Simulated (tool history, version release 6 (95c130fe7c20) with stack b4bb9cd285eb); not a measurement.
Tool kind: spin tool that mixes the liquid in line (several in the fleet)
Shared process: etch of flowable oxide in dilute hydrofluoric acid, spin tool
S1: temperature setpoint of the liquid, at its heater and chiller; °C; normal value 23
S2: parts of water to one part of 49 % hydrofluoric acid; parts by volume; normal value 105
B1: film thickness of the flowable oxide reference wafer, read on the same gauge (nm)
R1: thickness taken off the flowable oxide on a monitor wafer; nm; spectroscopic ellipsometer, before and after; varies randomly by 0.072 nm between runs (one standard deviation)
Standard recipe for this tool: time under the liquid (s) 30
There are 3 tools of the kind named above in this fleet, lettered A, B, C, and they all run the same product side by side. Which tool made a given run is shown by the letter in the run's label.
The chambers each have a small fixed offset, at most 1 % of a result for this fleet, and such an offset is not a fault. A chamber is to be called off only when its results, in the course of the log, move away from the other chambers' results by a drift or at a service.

run 1B hour=4.9 | S1=23 S2=105 time_under_the_liquid_(s)=30 | B1=29.949 | R1=12.056
run 2A hour=8.0 | S1=23 S2=105 time_under_the_liquid_(s)=30 | B1=30.011 | R1=12.048
run 3C hour=10.8 | S1=23 S2=105 time_under_the_liquid_(s)=30 | B1=30.018 | R1=11.968
run 4A hour=16.4 | S1=23 S2=105 time_under_the_liquid_(s)=30 | B1=30.012 | R1=12.131
run 5B hour=20.4 | S1=23 S2=105 time_under_the_liquid_(s)=30 | B1=30.011 | R1=12.184
run 6C hour=23.3 | S1=23 S2=105 time_under_the_liquid_(s)=30 | B1=29.996 | R1=11.942
run 7A hour=28.0 | S1=23 S2=105 time_under_the_liquid_(s)=30 | B1=30.019 | R1=12.162
run 8C hour=32.8 | S1=23 S2=105 time_under_the_liquid_(s)=30 | B1=30.011 | R1=11.983
run 9B hour=36.6 | S1=23 S2=105 time_under_the_liquid_(s)=30 | B1=30.019 | R1=12.379
run 10C hour=40.0 | S1=23 S2=105 time_under_the_liquid_(s)=30 | B1=30.018 | R1=12.041
run 11A hour=45.1 | S1=23 S2=105 time_under_the_liquid_(s)=30 | B1=30.007 | R1=12.193
run 12B hour=49.8 | S1=23 S2=105 time_under_the_liquid_(s)=30 | B1=30.043 | R1=12.610
run 13A hour=55.8 | S1=23 S2=105 time_under_the_liquid_(s)=30 | B1=30.061 | R1=11.987
run 14B hour=61.2 | S1=23 S2=105 time_under_the_liquid_(s)=30 | B1=30.020 | R1=12.600
run 15C hour=64.1 | S1=23 S2=90 time_under_the_liquid_(s)=30 | B1=29.977 | R1=14.205
run 16B hour=67.8 | S1=23 S2=90 time_under_the_liquid_(s)=30 | B1=30.001 | R1=15.033
run 17C hour=72.9 | S1=23 S2=90 time_under_the_liquid_(s)=30 | B1=30.002 | R1=14.080
run 18A hour=77.8 | S1=23 S2=105 time_under_the_liquid_(s)=30 | B1=29.977 | R1=12.107
run 19A hour=81.4 | S1=23 S2=105 time_under_the_liquid_(s)=30 | B1=29.986 | R1=12.205
run 20B hour=85.8 | S1=23 S2=105 time_under_the_liquid_(s)=30 | B1=30.005 | R1=12.796
run 21C hour=91.0 | S1=23 S2=70 time_under_the_liquid_(s)=30 | B1=30.004 | R1=18.860

Next, all 3 chambers run the settings below, one line each with question marks for the results. What does each chamber give?
run 22A hour=95.4 | S1=23 S2=80 time_under_the_liquid_(s)=30 | R1=?
run 22B hour=95.4 | S1=23 S2=80 time_under_the_liquid_(s)=30 | R1=?
run 22C hour=95.4 | S1=23 S2=80 time_under_the_liquid_(s)=30 | R1=?

run=22A R1=16.314
run=22B R1=17.481
run=22C R1=16.089
